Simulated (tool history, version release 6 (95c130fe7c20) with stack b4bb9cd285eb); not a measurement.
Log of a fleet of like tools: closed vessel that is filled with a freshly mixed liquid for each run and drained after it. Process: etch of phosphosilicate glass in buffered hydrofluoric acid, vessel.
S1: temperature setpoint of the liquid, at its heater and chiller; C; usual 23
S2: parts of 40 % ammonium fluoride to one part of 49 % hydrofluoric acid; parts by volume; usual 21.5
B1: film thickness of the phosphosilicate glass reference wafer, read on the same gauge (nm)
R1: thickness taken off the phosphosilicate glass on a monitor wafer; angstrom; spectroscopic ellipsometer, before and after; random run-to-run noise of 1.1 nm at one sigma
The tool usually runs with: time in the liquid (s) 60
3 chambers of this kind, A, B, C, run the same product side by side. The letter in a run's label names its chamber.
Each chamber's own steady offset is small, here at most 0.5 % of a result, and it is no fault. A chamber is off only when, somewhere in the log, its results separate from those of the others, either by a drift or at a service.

Run 1C, hour 12.6: usual settings; B1 49.983. Result: R1 1201.80 angstrom.
Run 2A, hour 24.0: usual settings; B1 49.977. Result: R1 1183.60 angstrom.
Run 3B, hour 30.0: usual settings; B1 49.967. Result: R1 1195.90 angstrom.
At hour 34.6: chamber A: thermometer replaced.
Run 4B, hour 38.8: usual settings; B1 50.016. Result: R1 1205.20 angstrom.
Run 5C, hour 50.6: usual settings; B1 49.988. Result: R1 1179.00 angstrom.
Run 6A, hour 62.6: usual settings; B1 50.036. Result: R1 1186.10 angstrom.
Run 7B, hour 71.1: usual settings; B1 50.016. Result: R1 1199.30 angstrom.
Run 8C, hour 81.4: usual settings; B1 49.965. Result: R1 1149.40 angstrom.
Run 9A, hour 87.8: usual settings; B1 50.014. Result: R1 1193.90 angstrom.
Run 10A, hour 96.5: usual settings; B1 50.001. Result: R1 1200.00 angstrom.
Run 11C, hour 105.4: usual settings; B1 50.030. Result: R1 1136.20 angstrom.
Run 12B, hour 116.4: usual settings; B1 49.970. Result: R1 1180.90 angstrom.
Run 13C, hour 127.4: usual settings; B1 49.984. Result: R1 1134.30 angstrom.
Run 14B, hour 133.6: usual settings; B1 50.009. Result: R1 1174.90 angstrom.
Run 15A, hour 144.7: usual settings; B1 50.004. Result: R1 1185.80 angstrom.
Run 16A, hour 156.2: usual settings but S2 29.5 parts by volume, time in the liquid (s) 45; B1 49.975. Result: R1 729.91 angstrom.
Run 17C, hour 163.8: usual settings but S2 29.5 parts by volume, time in the liquid (s) 45; B1 50.027. Result: R1 658.84 angstrom.
Run 18B, hour 175.5: usual settings but S2 29.5 parts by volume, time in the liquid (s) 45; B1 49.987. Result: R1 718.57 angstrom.
Run 19B, hour 183.1: usual settings; B1 50.007. Result: R1 1187.10 angstrom.
Run 20A, hour 193.0: usual settings; B1 49.987. Result: R1 1190.00 angstrom.
Run 21C, hour 200.5: usual settings; B1 49.944. Result: R1 1059.60 angstrom.
Run 22A, hour 206.5: usual settings; B1 50.034. Result: R1 1202.80 angstrom.
Run 23C, hour 214.6: usual settings; B1 50.019. Result: R1 1044.20 angstrom.
Run 24B, hour 221.5: usual settings; B1 49.981. Result: R1 1191.80 angstrom.
Run 25C, hour 227.9: usual settings; B1 49.936. Result: R1 1061.90 angstrom.

Read the log: is a single chamber off, either drifting away or since a service, is the gauge that measures every chamber drifting, or is nothing wrong beyond small per-chamber offsets? Name any odd chamber and what most likely caused it.

One chamber, C, drifts off from the rest bit by bit.
Likeliest cause: liquid colder than its thermometer reads (K) = 2.17.

Chamber C could run next with any of the 4 candidate recipes listed below; each alters the usual settings, and their results appear as question marks. Which one brings its results back in line with what the other chambers deliver on the usual settings?
To be in line, a result may differ from the other chambers' mean on the usual settings by at most: R1 38.00 angstrom
Run 26C-1, hour 237.1: usual settings but S1 23.5 C, S2 21.0 parts by volume, time in the liquid (s) 65. Result: R1 ?.
Run 26C-2, hour 237.1: usual settings but S1 22.5 C, S2 22.0 parts by volume. Result: R1 ?.
Run 26C-3, hour 237.1: usual settings but S1 21.0 C. Result: R1 ?.
Run 26C-4, hour 237.1: usual settings but S1 23.5 C, S2 21.0 parts by volume. Result: R1 ?.

Average result of the remaining chambers running the usual settings: R1 1189.60 angstrom
  run       R1
26C-1  1195.90
26C-2  1012.10
26C-3   946.04
26C-4  1103.90
Change 26C-1 lands the chamber within the allowed miss of the other chambers.

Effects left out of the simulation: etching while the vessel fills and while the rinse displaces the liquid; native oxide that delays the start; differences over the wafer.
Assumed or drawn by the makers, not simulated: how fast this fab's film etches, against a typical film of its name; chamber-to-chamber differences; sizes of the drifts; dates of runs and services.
